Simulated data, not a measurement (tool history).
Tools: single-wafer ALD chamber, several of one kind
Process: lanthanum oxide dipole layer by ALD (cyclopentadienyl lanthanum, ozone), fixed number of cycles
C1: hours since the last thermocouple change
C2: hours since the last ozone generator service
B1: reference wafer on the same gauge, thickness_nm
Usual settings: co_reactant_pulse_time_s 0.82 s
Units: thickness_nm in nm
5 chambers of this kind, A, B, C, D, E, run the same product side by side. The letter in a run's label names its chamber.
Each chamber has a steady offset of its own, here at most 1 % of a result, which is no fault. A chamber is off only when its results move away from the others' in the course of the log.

{"run": "1A", "day": 0.288, "co_reactant_pulse_time_s": 0.82, "C1": 25.6, "C2": 745.8, "B1": 0.434, "thickness_nm": 0.46606}
{"run": "2C", "day": 0.458, "co_reactant_pulse_time_s": 0.82, "C1": 611.1, "C2": 1359.8, "B1": 0.43417, "thickness_nm": 0.46103}
{"run": "3E", "day": 0.658, "co_reactant_pulse_time_s": 0.82, "C1": 1383.1, "C2": 480.8, "B1": 0.4337, "thickness_nm": 0.47009}
{"run": "4D", "day": 0.983, "co_reactant_pulse_time_s": 0.82, "C1": 840.9, "C2": 455.9, "B1": 0.43426, "thickness_nm": 0.46459}
{"run": "5B", "day": 1.254, "co_reactant_pulse_time_s": 1.02, "C1": 747.1, "C2": 246.2, "B1": 0.43423, "thickness_nm": 0.50682}
{"run": "6E", "day": 1.538, "co_reactant_pulse_time_s": 1.02, "C1": 1404.2, "C2": 501.9, "B1": 0.43384, "thickness_nm": 0.51069}
{"run": "7D", "day": 1.862, "co_reactant_pulse_time_s": 1.02, "C1": 862.0, "C2": 477.0, "B1": 0.43412, "thickness_nm": 0.5027}
{"run": "8A", "day": 2.204, "co_reactant_pulse_time_s": 1.02, "C1": 71.6, "C2": 791.8, "B1": 0.43395, "thickness_nm": 0.50201}
{"run": "9B", "day": 2.421, "co_reactant_pulse_time_s": 1.02, "C1": 775.1, "C2": 274.2, "B1": 0.43363, "thickness_nm": 0.50877}
{"run": "10C", "day": 2.712, "co_reactant_pulse_time_s": 0.63, "C1": 665.2, "C2": 1413.9, "B1": 0.43477, "thickness_nm": 0.40863}
{"run": "11D", "day": 2.888, "co_reactant_pulse_time_s": 0.63, "C1": 886.6, "C2": 501.6, "B1": 0.43404, "thickness_nm": 0.41087}
{"run": "12B", "day": 3.212, "co_reactant_pulse_time_s": 0.63, "C1": 794.1, "C2": 293.2, "B1": 0.43326, "thickness_nm": 0.41663}
{"run": "13E", "day": 3.408, "co_reactant_pulse_time_s": 0.63, "C1": 1449.1, "C2": 546.8, "B1": 0.43349, "thickness_nm": 0.42061}
{"run": "14A", "day": 3.604, "co_reactant_pulse_time_s": 0.63, "C1": 105.2, "C2": 825.4, "B1": 0.43407, "thickness_nm": 0.41481}
{"run": "15C", "day": 3.946, "co_reactant_pulse_time_s": 0.82, "C1": 694.8, "C2": 1443.5, "B1": 0.43381, "thickness_nm": 0.46206}
{"run": "16B", "day": 4.171, "co_reactant_pulse_time_s": 0.6, "C1": 817.1, "C2": 316.2, "B1": 0.43412, "thickness_nm": 0.40927}
{"run": "17D", "day": 4.375, "co_reactant_pulse_time_s": 0.6, "C1": 922.3, "C2": 537.3, "B1": 0.43398, "thickness_nm": 0.40022}
{"run": "18A", "day": 4.65, "co_reactant_pulse_time_s": 0.6, "C1": 130.3, "C2": 850.5, "B1": 0.43369, "thickness_nm": 0.4015}
{"run": "19E", "day": 4.825, "co_reactant_pulse_time_s": 0.6, "C1": 1483.1, "C2": 580.8, "B1": 0.43429, "thickness_nm": 0.40682}
{"run": "20C", "day": 5.112, "co_reactant_pulse_time_s": 0.6, "C1": 722.8, "C2": 1471.5, "B1": 0.43396, "thickness_nm": 0.4009}
{"run": "21E", "day": 5.396, "co_reactant_pulse_time_s": 0.82, "C1": 1496.8, "C2": 594.5, "B1": 0.43377, "thickness_nm": 0.46852}
{"run": "22B", "day": 5.721, "co_reactant_pulse_time_s": 0.82, "C1": 854.3, "C2": 353.4, "B1": 0.43411, "thickness_nm": 0.46622}
{"run": "23A", "day": 5.917, "co_reactant_pulse_time_s": 0.82, "C1": 160.7, "C2": 880.9, "B1": 0.43421, "thickness_nm": 0.46246}
{"run": "24C", "day": 6.179, "co_reactant_pulse_time_s": 0.82, "C1": 748.4, "C2": 1497.1, "B1": 0.43416, "thickness_nm": 0.46042}
{"run": "25D", "day": 6.496, "co_reactant_pulse_time_s": 0.7, "C1": 973.2, "C2": 588.2, "B1": 0.43385, "thickness_nm": 0.43649}
{"run": "26D", "day": 6.804, "co_reactant_pulse_time_s": 0.7, "C1": 980.6, "C2": 595.6, "B1": 0.43428, "thickness_nm": 0.43175}
{"run": "27C", "day": 7.025, "co_reactant_pulse_time_s": 0.7, "C1": 768.7, "C2": 1517.4, "B1": 0.43432, "thickness_nm": 0.43284}
{"day": 7.217, "done": "chamber A: ozone generator serviced"}
{"run": "28A", "day": 7.288, "co_reactant_pulse_time_s": 0.7, "C1": 193.6, "C2": 1.7, "B1": 0.43344, "thickness_nm": 0.43603}
{"run": "29E", "day": 7.596, "co_reactant_pulse_time_s": 0.7, "C1": 1549.6, "C2": 647.3, "B1": 0.43391, "thickness_nm": 0.43947}
{"run": "30B", "day": 7.933, "co_reactant_pulse_time_s": 1.07, "C1": 907.4, "C2": 406.5, "B1": 0.43368, "thickness_nm": 0.51654}
{"run": "31B", "day": 8.262, "co_reactant_pulse_time_s": 1.07, "C1": 915.3, "C2": 414.4, "B1": 0.43388, "thickness_nm": 0.512}
{"run": "32E", "day": 8.6, "co_reactant_pulse_time_s": 1.07, "C1": 1573.7, "C2": 671.4, "B1": 0.43366, "thickness_nm": 0.51213}
{"run": "33C", "day": 8.896, "co_reactant_pulse_time_s": 1.07, "C1": 813.6, "C2": 1562.3, "B1": 0.43368, "thickness_nm": 0.50826}

All 5 chambers run these settings next. Forecast each chamber's results:
{"run": "34A", "day": 9.142, "co_reactant_pulse_time_s": 0.82, "thickness_nm": "?"}
{"run": "34B", "day": 9.142, "co_reactant_pulse_time_s": 0.82, "thickness_nm": "?"}
{"run": "34C", "day": 9.142, "co_reactant_pulse_time_s": 0.82, "thickness_nm": "?"}
{"run": "34D", "day": 9.142, "co_reactant_pulse_time_s": 0.82, "thickness_nm": "?"}
{"run": "34E", "day": 9.142, "co_reactant_pulse_time_s": 0.82, "thickness_nm": "?"}

run=34A thickness_nm=0.46781
run=34B thickness_nm=0.46893
run=34C thickness_nm=0.46282
run=34D thickness_nm=0.46547
run=34E thickness_nm=0.46860
